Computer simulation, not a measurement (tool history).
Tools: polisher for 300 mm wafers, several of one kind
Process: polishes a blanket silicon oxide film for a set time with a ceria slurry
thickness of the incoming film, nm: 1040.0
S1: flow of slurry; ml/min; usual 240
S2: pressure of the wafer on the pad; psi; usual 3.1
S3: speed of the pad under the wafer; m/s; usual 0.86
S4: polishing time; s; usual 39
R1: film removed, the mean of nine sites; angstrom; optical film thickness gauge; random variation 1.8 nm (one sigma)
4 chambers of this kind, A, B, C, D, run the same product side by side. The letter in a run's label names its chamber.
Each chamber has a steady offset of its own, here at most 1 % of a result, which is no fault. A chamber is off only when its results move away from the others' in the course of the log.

At day 0.092: chamber C: worn pad replaced by a new one.
Run 1B, day 0.292: usual settings. Result: R1 1328.70 angstrom.
At day 0.525: chamber B: worn pad replaced by a new one.
Run 2C, day 0.692: usual settings. Result: R1 1290.80 angstrom.
Run 3A, day 0.921: usual settings. Result: R1 1228.10 angstrom.
At day 1.083: chamber A: slurry nozzle cleaned.
Run 4D, day 1.250: usual settings. Result: R1 1264.40 angstrom.
At day 1.388: chamber A: worn pad replaced by a new one.
Run 5B, day 1.438: usual settings. Result: R1 1269.30 angstrom.
At day 1.571: chamber D: worn pad replaced by a new one.
Run 6A, day 1.771: usual settings. Result: R1 1265.60 angstrom.
Run 7C, day 1.967: usual settings. Result: R1 1236.00 angstrom.
Run 8D, day 2.279: usual settings. Result: R1 1283.40 angstrom.
Run 9A, day 2.508: usual settings. Result: R1 1246.50 angstrom.
At day 2.638: chamber D: head pressure recalibrated.
Run 10B, day 2.712: usual settings. Result: R1 1305.00 angstrom.
At day 2.879: chamber A: worn pad replaced by a new one.
At day 2.896: chamber C: worn pad replaced by a new one.
Run 11C, day 3.017: usual settings. Result: R1 1285.50 angstrom.
At day 3.288: chamber B: worn pad replaced by a new one.
Run 12D, day 3.371: usual settings. Result: R1 1405.00 angstrom.
Run 13B, day 3.621: usual settings. Result: R1 1289.70 angstrom.
Run 14C, day 3.917: usual settings. Result: R1 1288.60 angstrom.
Run 15D, day 4.225: usual settings. Result: R1 1438.20 angstrom.
At day 4.346: chamber A: worn pad replaced by a new one.
Run 16A, day 4.600: usual settings. Result: R1 1271.80 angstrom.
At day 4.612: chamber D: worn pad replaced by a new one.
Run 17A, day 4.883: usual settings. Result: R1 1268.90 angstrom.
Run 18B, day 5.183: usual settings. Result: R1 1260.70 angstrom.
Run 19D, day 5.479: usual settings. Result: R1 1432.50 angstrom.
At day 5.667: chamber B: worn pad replaced by a new one.
At day 5.729: chamber C: worn pad replaced by a new one.
Run 20C, day 5.829: usual settings. Result: R1 1273.10 angstrom.
At day 5.883: chamber A: worn pad replaced by a new one.
At day 6.142: chamber B: slurry nozzle cleaned.
Run 21C, day 6.238: usual settings. Result: R1 1251.10 angstrom.
Run 22D, day 6.550: usual settings but S2 2.2 psi. Result: R1 1026.40 angstrom.
Run 23A, day 6.858: usual settings but S2 2.2 psi. Result: R1 905.13 angstrom.
At day 7.104: chamber D: worn pad replaced by a new one.
Run 24B, day 7.233: usual settings but S2 2.2 psi. Result: R1 911.73 angstrom.
Run 25D, day 7.633: usual settings but S2 2.2 psi. Result: R1 1006.60 angstrom.

What goes on in this fleet: one chamber off, a drifting gauge, or nothing beyond the chambers' own small offsets? Name the chamber and the cause, if any.

A service left chamber D off against the others.
Cause: head's pressure above its setpoint, % = 11.8.

Here are 4 candidates for chamber D's next run, each the usual settings with a change, their results left as question marks. Which one brings its results back in line with what the others give on the usual settings?
In line means no further than this from the other chambers' mean on the usual settings: R1 62.00 angstrom
Run 26D-1, day 7.942: usual settings but S3 0.84 m/s. Result: R1 ?.
Run 26D-2, day 7.942: usual settings but S2 2.9 psi, S3 0.82 m/s. Result: R1 ?.
Run 26D-3, day 7.942: usual settings but S4 40 s. Result: R1 ?.
Run 26D-4, day 7.942: usual settings but S2 3.3 psi, S4 41 s. Result: R1 ?.

The other chambers' mean on the usual settings: R1 1272.30 angstrom
  run       R1
26D-1  1393.20
26D-2  1270.70
26D-3  1463.30
26D-4  1598.00
26D-2 brings the chamber back in line.
